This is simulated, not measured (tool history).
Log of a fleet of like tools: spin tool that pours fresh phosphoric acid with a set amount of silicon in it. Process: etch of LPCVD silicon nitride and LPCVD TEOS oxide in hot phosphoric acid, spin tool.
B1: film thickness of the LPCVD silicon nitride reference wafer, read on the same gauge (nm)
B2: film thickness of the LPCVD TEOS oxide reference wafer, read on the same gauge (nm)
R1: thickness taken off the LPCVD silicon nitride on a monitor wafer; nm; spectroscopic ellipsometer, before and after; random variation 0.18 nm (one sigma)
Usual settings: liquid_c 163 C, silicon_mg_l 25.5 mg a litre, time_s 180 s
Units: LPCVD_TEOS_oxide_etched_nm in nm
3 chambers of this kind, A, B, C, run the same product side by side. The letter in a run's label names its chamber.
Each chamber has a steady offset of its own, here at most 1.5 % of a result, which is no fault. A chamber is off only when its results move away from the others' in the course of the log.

{"run": "1A", "hour": 9.7, "liquid_c": 163, "silicon_mg_l": 25.5, "time_s": 180, "B1": 80.011, "B2": 80.013, "R1": 18.007, "LPCVD_TEOS_oxide_etched_nm": 0.756}
{"hour": 17.6, "done": "chamber B: thermometer replaced"}
{"run": "2C", "hour": 20.2, "liquid_c": 163, "silicon_mg_l": 25.5, "time_s": 180, "B1": 80.056, "B2": 79.98, "R1": 18.274, "LPCVD_TEOS_oxide_etched_nm": 0.76362}
{"run": "3B", "hour": 28.5, "liquid_c": 163, "silicon_mg_l": 25.5, "time_s": 180, "B1": 80.002, "B2": 79.99, "R1": 17.812, "LPCVD_TEOS_oxide_etched_nm": 0.74137}
{"run": "4A", "hour": 36.4, "liquid_c": 163, "silicon_mg_l": 25.5, "time_s": 180, "B1": 80, "B2": 79.996, "R1": 17.821, "LPCVD_TEOS_oxide_etched_nm": 0.75673}
{"run": "5B", "hour": 42.8, "liquid_c": 163, "silicon_mg_l": 25.5, "time_s": 180, "B1": 80.004, "B2": 79.992, "R1": 17.943, "LPCVD_TEOS_oxide_etched_nm": 0.83396}
{"run": "6C", "hour": 51.3, "liquid_c": 163, "silicon_mg_l": 25.5, "time_s": 180, "B1": 80, "B2": 79.994, "R1": 17.98, "LPCVD_TEOS_oxide_etched_nm": 0.75898}
{"hour": 57.5, "done": "chamber B: dissolved silicon flow meter replaced"}
{"run": "7B", "hour": 60.7, "liquid_c": 163, "silicon_mg_l": 25.5, "time_s": 180, "B1": 79.983, "B2": 80.043, "R1": 17.947, "LPCVD_TEOS_oxide_etched_nm": 0.75136}
{"run": "8C", "hour": 67.8, "liquid_c": 163, "silicon_mg_l": 25.5, "time_s": 180, "B1": 80.014, "B2": 79.993, "R1": 18.285, "LPCVD_TEOS_oxide_etched_nm": 0.73791}
{"run": "9A", "hour": 77.1, "liquid_c": 163, "silicon_mg_l": 25.5, "time_s": 180, "B1": 79.983, "B2": 79.991, "R1": 17.826, "LPCVD_TEOS_oxide_etched_nm": 0.7752}
{"run": "10B", "hour": 83.0, "liquid_c": 163, "silicon_mg_l": 25.5, "time_s": 180, "B1": 80.037, "B2": 80.023, "R1": 18.129, "LPCVD_TEOS_oxide_etched_nm": 0.80953}
{"run": "11C", "hour": 92.5, "liquid_c": 163, "silicon_mg_l": 25.5, "time_s": 180, "B1": 80.01, "B2": 80.039, "R1": 18.395, "LPCVD_TEOS_oxide_etched_nm": 0.7837}
{"run": "12A", "hour": 99.1, "liquid_c": 163, "silicon_mg_l": 25.5, "time_s": 180, "B1": 80.006, "B2": 80.011, "R1": 18.278, "LPCVD_TEOS_oxide_etched_nm": 0.75522}
{"run": "13C", "hour": 105.3, "liquid_c": 161, "silicon_mg_l": 17, "time_s": 180, "B1": 80.02, "B2": 80.039, "R1": 16.962, "LPCVD_TEOS_oxide_etched_nm": 0.77405}
{"run": "14B", "hour": 115.2, "liquid_c": 161, "silicon_mg_l": 17, "time_s": 180, "B1": 80.021, "B2": 80.037, "R1": 16.654, "LPCVD_TEOS_oxide_etched_nm": 0.85129}
{"run": "15A", "hour": 121.2, "liquid_c": 161, "silicon_mg_l": 17, "time_s": 180, "B1": 80.002, "B2": 80.031, "R1": 17.029, "LPCVD_TEOS_oxide_etched_nm": 0.86677}
{"run": "16C", "hour": 127.5, "liquid_c": 163, "silicon_mg_l": 25.5, "time_s": 180, "B1": 79.992, "B2": 79.993, "R1": 18.555, "LPCVD_TEOS_oxide_etched_nm": 0.77063}
{"run": "17A", "hour": 136.9, "liquid_c": 163, "silicon_mg_l": 25.5, "time_s": 180, "B1": 80.038, "B2": 80.035, "R1": 18.158, "LPCVD_TEOS_oxide_etched_nm": 0.82257}
{"run": "18B", "hour": 143.4, "liquid_c": 163, "silicon_mg_l": 25.5, "time_s": 180, "B1": 79.982, "B2": 79.954, "R1": 18.11, "LPCVD_TEOS_oxide_etched_nm": 0.73063}
{"run": "19C", "hour": 150.4, "liquid_c": 163, "silicon_mg_l": 25.5, "time_s": 180, "B1": 79.972, "B2": 79.985, "R1": 18.071, "LPCVD_TEOS_oxide_etched_nm": 0.76801}
{"run": "20A", "hour": 156.6, "liquid_c": 163, "silicon_mg_l": 25.5, "time_s": 180, "B1": 80.012, "B2": 80.018, "R1": 18.155, "LPCVD_TEOS_oxide_etched_nm": 0.74151}
{"run": "21B", "hour": 163.3, "liquid_c": 163, "silicon_mg_l": 25.5, "time_s": 180, "B1": 80.031, "B2": 80.041, "R1": 18.27, "LPCVD_TEOS_oxide_etched_nm": 0.72696}
{"run": "22A", "hour": 171.5, "liquid_c": 163, "silicon_mg_l": 25.5, "time_s": 180, "B1": 79.963, "B2": 79.988, "R1": 18.134, "LPCVD_TEOS_oxide_etched_nm": 0.8186}
{"run": "23C", "hour": 178.8, "liquid_c": 163, "silicon_mg_l": 25.5, "time_s": 180, "B1": 79.987, "B2": 80.017, "R1": 18.235, "LPCVD_TEOS_oxide_etched_nm": 0.79727}
{"run": "24B", "hour": 187.8, "liquid_c": 163, "silicon_mg_l": 25.5, "time_s": 180, "B1": 80.025, "B2": 80.003, "R1": 17.899, "LPCVD_TEOS_oxide_etched_nm": 0.73665}
{"run": "25A", "hour": 196.3, "liquid_c": 163, "silicon_mg_l": 25.5, "time_s": 180, "B1": 79.984, "B2": 79.991, "R1": 18.14, "LPCVD_TEOS_oxide_etched_nm": 0.72667}
{"run": "26B", "hour": 201.7, "liquid_c": 163, "silicon_mg_l": 25.5, "time_s": 180, "B1": 79.974, "B2": 79.966, "R1": 18.021, "LPCVD_TEOS_oxide_etched_nm": 0.77989}
{"run": "27C", "hour": 212.6, "liquid_c": 163, "silicon_mg_l": 25.5, "time_s": 180, "B1": 80, "B2": 79.984, "R1": 18.385, "LPCVD_TEOS_oxide_etched_nm": 0.74385}
{"run": "28B", "hour": 219.4, "liquid_c": 165, "silicon_mg_l": 25.5, "time_s": 255, "B1": 79.947, "B2": 79.993, "R1": 27.223, "LPCVD_TEOS_oxide_etched_nm": 1.2341}

What goes on in this fleet: one chamber off, a drifting gauge, or nothing beyond the chambers' own small offsets? Name the chamber and the cause, if any.

No chamber stands off beyond its own small offset, and the gauge holds steady.
